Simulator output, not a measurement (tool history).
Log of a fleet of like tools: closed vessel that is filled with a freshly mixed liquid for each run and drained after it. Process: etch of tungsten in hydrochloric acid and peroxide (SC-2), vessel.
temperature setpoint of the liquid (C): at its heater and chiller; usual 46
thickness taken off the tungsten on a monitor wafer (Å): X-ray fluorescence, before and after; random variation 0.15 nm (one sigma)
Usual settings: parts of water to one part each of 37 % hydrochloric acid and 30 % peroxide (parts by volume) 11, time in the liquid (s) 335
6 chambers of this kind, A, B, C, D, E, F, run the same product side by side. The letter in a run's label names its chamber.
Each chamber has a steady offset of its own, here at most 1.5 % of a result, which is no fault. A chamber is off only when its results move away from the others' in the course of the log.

run,day,temperature setpoint of the liquid (C),parts of water to one part each of 37 % hydrochloric acid and 30 % peroxide (parts by volume),time in the liquid (s),"read-back film thickness of the tungsten reference wafer, read on the same gauge (nm)",thickness taken off the tungsten on a monitor wafer (Å)
1A,0.375,46,11,335,49.999,425.65
2C,0.842,46,11,335,49.991,421.27
3F,1.292,46,11,335,50.052,429.01
4E,1.621,46,11,335,50,422.11
5B,2.079,46,11,335,50.016,422.54
6D,2.529,46,11,335,49.995,423.57
7E,3.088,46,11,335,50.005,425.91
8A,3.438,46,11,335,49.94,429.12
9B,3.688,46,11,335,50.005,422.78
10D,4.167,46,11,335,49.998,424.36
11F,4.538,46,11,335,49.993,430.58
12C,5.092,46,11,335,49.94,421.75
13E,5.538,38,9,335,49.972,284.86
14C,6.088,38,9,335,50.025,285.17
15F,6.442,38,9,335,49.989,287.09
# day 6.554: chamber C: new drum of peroxide connected
16D,6.754,38,9,335,49.99,282.59
17A,7.017,38,9,335,50.01,289.21
18B,7.429,38,9,335,49.981,287.19
# day 7.879: chamber B: new drum of peroxide connected
19C,7.938,46,11,335,49.962,422.17
20E,8.317,46,11,335,49.974,421.98
21B,8.779,46,11,335,49.974,421.89
22A,9.2,46,11,335,50.038,425.99
23D,9.492,46,11,335,49.978,423
24F,10.05,46,11,335,49.984,431.56
25D,10.592,46,11,335,49.998,422.66
26A,11.133,46,11,335,49.96,428.33
27F,11.596,46,11,335,50.034,433.45
28E,12.075,46,11,335,50.036,426.07
29C,12.429,46,11,335,50.004,425.91
30B,12.804,46,11,335,49.944,423.48
31E,13.062,46,11,335,49.98,428.19
# day 13.079: chamber E: new drum of peroxide connected
32F,13.375,39,12.5,335,49.969,236.6
33A,13.912,39,12.5,335,50.012,233.97
34D,14.158,39,12.5,335,49.925,231.07
35B,14.521,39,12.5,335,50.018,231.73
36C,15.025,39,12.5,335,50.047,231.29
37E,15.496,39,12.5,335,49.976,232.4
38C,16.025,46,11,335,49.972,424.82
39D,16.579,46,11,335,49.937,419.64
40F,16.958,46,11,335,49.958,431.96
41A,17.404,46,11,335,49.997,426.56

Is one chamber off against the others, does the gauge drift, or is nothing wrong? If a chamber is off, say which, and what the likeliest cause is.

No chamber stands off beyond its own small offset, and the gauge holds steady.
